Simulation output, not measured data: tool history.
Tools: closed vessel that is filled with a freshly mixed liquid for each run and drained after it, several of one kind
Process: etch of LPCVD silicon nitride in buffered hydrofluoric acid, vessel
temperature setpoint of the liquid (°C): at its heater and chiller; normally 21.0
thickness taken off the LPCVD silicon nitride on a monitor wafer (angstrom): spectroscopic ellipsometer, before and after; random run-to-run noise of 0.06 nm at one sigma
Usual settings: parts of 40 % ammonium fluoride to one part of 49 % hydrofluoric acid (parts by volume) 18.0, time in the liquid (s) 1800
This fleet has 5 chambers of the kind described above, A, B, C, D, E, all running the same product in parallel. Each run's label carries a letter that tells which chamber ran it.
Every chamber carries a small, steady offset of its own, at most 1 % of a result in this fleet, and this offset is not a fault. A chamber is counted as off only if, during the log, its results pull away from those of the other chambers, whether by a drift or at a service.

run,day,temperature setpoint of the liquid (°C),parts of 40 % ammonium fluoride to one part of 49 % hydrofluoric acid (parts by volume),time in the liquid (s),hours since the thermometer was replaced,hours since the hydrofluoric acid flow meter was replaced,"read-back film thickness of the LPCVD silicon nitride reference wafer, read on the same gauge (nm)",thickness taken off the LPCVD silicon nitride on a monitor wafer (angstrom)
1A,0.575,21.0,18.0,1800,575.3,366.2,29.997,136.50
2D,0.858,21.0,18.0,1800,1005.8,286.6,29.980,136.83
3C,1.371,21.0,18.0,1800,702.0,691.3,29.989,135.70
4B,1.838,21.0,18.0,1800,980.0,484.9,29.990,136.75
5E,2.167,21.0,18.0,1800,847.7,1989.9,30.025,134.70
6D,2.567,21.0,18.0,1800,1046.8,327.6,30.008,137.83
7C,3.058,21.0,18.0,1800,742.5,731.8,29.988,134.52
8A,3.450,21.0,18.0,1800,644.3,435.2,29.977,135.99
9E,3.912,21.0,18.0,1800,889.6,2031.8,30.021,135.71
10B,4.483,21.0,18.0,1800,1043.5,548.4,30.012,137.92
11A,4.812,21.0,24.5,1800,677.0,467.9,30.024,106.01
12C,5.217,21.0,24.5,1800,794.3,783.6,29.987,105.98
# day 5.408: chamber C: hydrofluoric acid flow meter replaced
13E,5.496,21.0,24.5,1800,927.6,2069.8,30.025,105.14
14D,5.992,21.0,24.5,1800,1129.0,409.8,30.005,108.16
15B,6.304,21.0,24.5,1800,1087.2,592.1,30.002,108.28
16D,6.729,21.0,18.0,1800,1146.7,427.5,30.001,136.30
17A,7.317,21.0,18.0,1800,737.1,528.0,30.008,136.76
18E,7.867,21.0,13.0,1800,984.5,2126.7,29.982,185.15
19B,8.196,21.0,13.0,1800,1132.6,637.5,30.019,194.14
20C,8.538,21.0,13.0,1800,874.0,75.2,29.994,187.02
21E,8.992,21.0,13.0,1800,1011.5,2153.7,30.025,185.91
22B,9.438,21.0,13.0,1800,1162.4,667.3,30.030,195.27
# day 9.442: chamber E: hydrofluoric acid flow meter replaced
23A,9.854,21.0,18.0,1800,798.0,588.9,30.012,136.15
24C,10.212,17.5,15.5,1800,914.2,115.4,29.985,128.42
25D,10.721,17.5,15.5,1800,1242.5,523.3,30.020,130.67
26A,11.021,17.5,15.5,1800,826.0,616.9,30.003,128.94
27C,11.375,17.5,15.5,1800,942.1,143.3,30.025,128.29
28E,11.858,17.5,15.5,1800,1080.3,58.1,29.988,128.58
29D,12.321,21.0,15.5,1800,1280.9,561.7,30.032,159.45
30B,12.742,21.0,15.5,1800,1241.7,746.6,29.983,166.84

All 5 chambers run these settings next. Forecast each chamber's results:
31A,13.179,21.0,18.0,1800,,,,?
31B,13.179,21.0,18.0,1800,,,,?
31C,13.179,21.0,18.0,1800,,,,?
31D,13.179,21.0,18.0,1800,,,,?
31E,13.179,21.0,18.0,1800,,,,?

run,thickness taken off the LPCVD silicon nitride on a monitor wafer (angstrom)
31A,136.41
31B,145.04
31C,136.17
31D,136.77
31E,135.58
